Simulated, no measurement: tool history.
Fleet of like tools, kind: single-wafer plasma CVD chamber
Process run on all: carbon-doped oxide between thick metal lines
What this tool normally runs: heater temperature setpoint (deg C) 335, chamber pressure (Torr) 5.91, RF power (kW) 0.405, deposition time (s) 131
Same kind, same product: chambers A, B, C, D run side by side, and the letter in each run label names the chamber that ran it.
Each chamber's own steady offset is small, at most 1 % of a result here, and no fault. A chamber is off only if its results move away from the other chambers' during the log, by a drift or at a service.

run   hour  heater temperature setpoint (deg C)  chamber pressure (Torr)  RF power (kW)  deposition time (s)  read-back reference wafer on the same gauge, thickness_nm  mean film thickness on the monitor wafer (nm)
 1D    3.1                                  335                     5.91          0.405                  131                                                     696.04                                         607.29
 2A    8.9                                  335                     5.91          0.405                  131                                                      695.8                                         605.97
 3B   13.3                                  335                     5.91          0.405                  131                                                     695.75                                         608.05
 4C   17.2                                  335                     5.91          0.405                  131                                                     695.38                                         613.89
 5D   21.3                                  335                     5.91          0.405                  131                                                      695.7                                          606.4
 6A   26.5                                  335                     5.91          0.405                  131                                                     695.46                                         607.06
 7C   30.2                                  335                     7.12          0.405                  131                                                     695.53                                         626.76
 8B   34.4                                  335                     7.12          0.405                  131                                                     695.41                                         620.46
 9A   40.6                                  335                     7.12          0.405                  131                                                     695.23                                         618.17
10C     44                                  335                     7.12          0.405                  131                                                     694.95                                         625.28
11B   49.9                                  335                     5.91          0.405                  131                                                     694.85                                         606.31
12D   55.7                                  335                     5.91          0.405                  131                                                     694.69                                         604.75
13A   59.2                                  335                     5.17          0.405                  145                                                     694.36                                         658.08
14B   64.4                                  335                     5.17          0.405                  145                                                     694.46                                         662.17
15C   69.9                                  335                     5.17          0.405                  145                                                     694.32                                         666.12
16D     75                                  335                     5.17          0.405                  145                                                     694.11                                         658.79
17D   77.9                                  335                     5.91          0.405                  131                                                     694.38                                         606.02
18A   83.8                                  335                     5.91          0.405                  131                                                     694.13                                          605.4
19C     90                                  335                     5.91          0.405                  131                                                     693.91                                         612.93
20B     93                                  335                     5.91          0.405                  121                                                     693.86                                         560.52
21D   99.2                                  335                     5.91          0.405                  121                                                     693.65                                         558.09
22B  103.8                                  335                     5.91          0.405                  121                                                     693.34                                         559.75
23A  109.3                                  335                     5.91          0.405                  121                                                     693.51                                         559.35
24C    113                                  335                     5.91          0.405                  131                                                     693.38                                         612.51
25C  118.1                                  335                     5.91          0.405                  131                                                     693.22                                         611.51
26A  123.3                                  335                     5.91          0.405                  131                                                     693.18                                         603.99
27B  127.6                                  335                     5.91          0.405                  131                                                     692.84                                          606.1
28D    133                                  335                     5.91          0.405                  131                                                     692.87                                         603.93
29A  135.9                                  335                     5.91          0.405                  131                                                     692.75                                         604.97
30B    140                                  335                     5.91          0.405                  131                                                     692.78                                         604.71
31D  143.3                                  335                     5.91          0.405                  131                                                     692.52                                         604.17
32C  148.2                                  335                     5.91          0.405                  131                                                     692.69                                         610.09
33A  154.2                                  325                     5.91          0.485                  131                                                     692.61                                         704.47

Is one chamber off against the others, does the gauge drift, or is nothing wrong? If a chamber is off, say which, and what the likeliest cause is.

Every chamber seems to shift together because the gauge that measures them all drifts; the chambers themselves are fine.
Cause: gauge reads low (%) = 0.528.
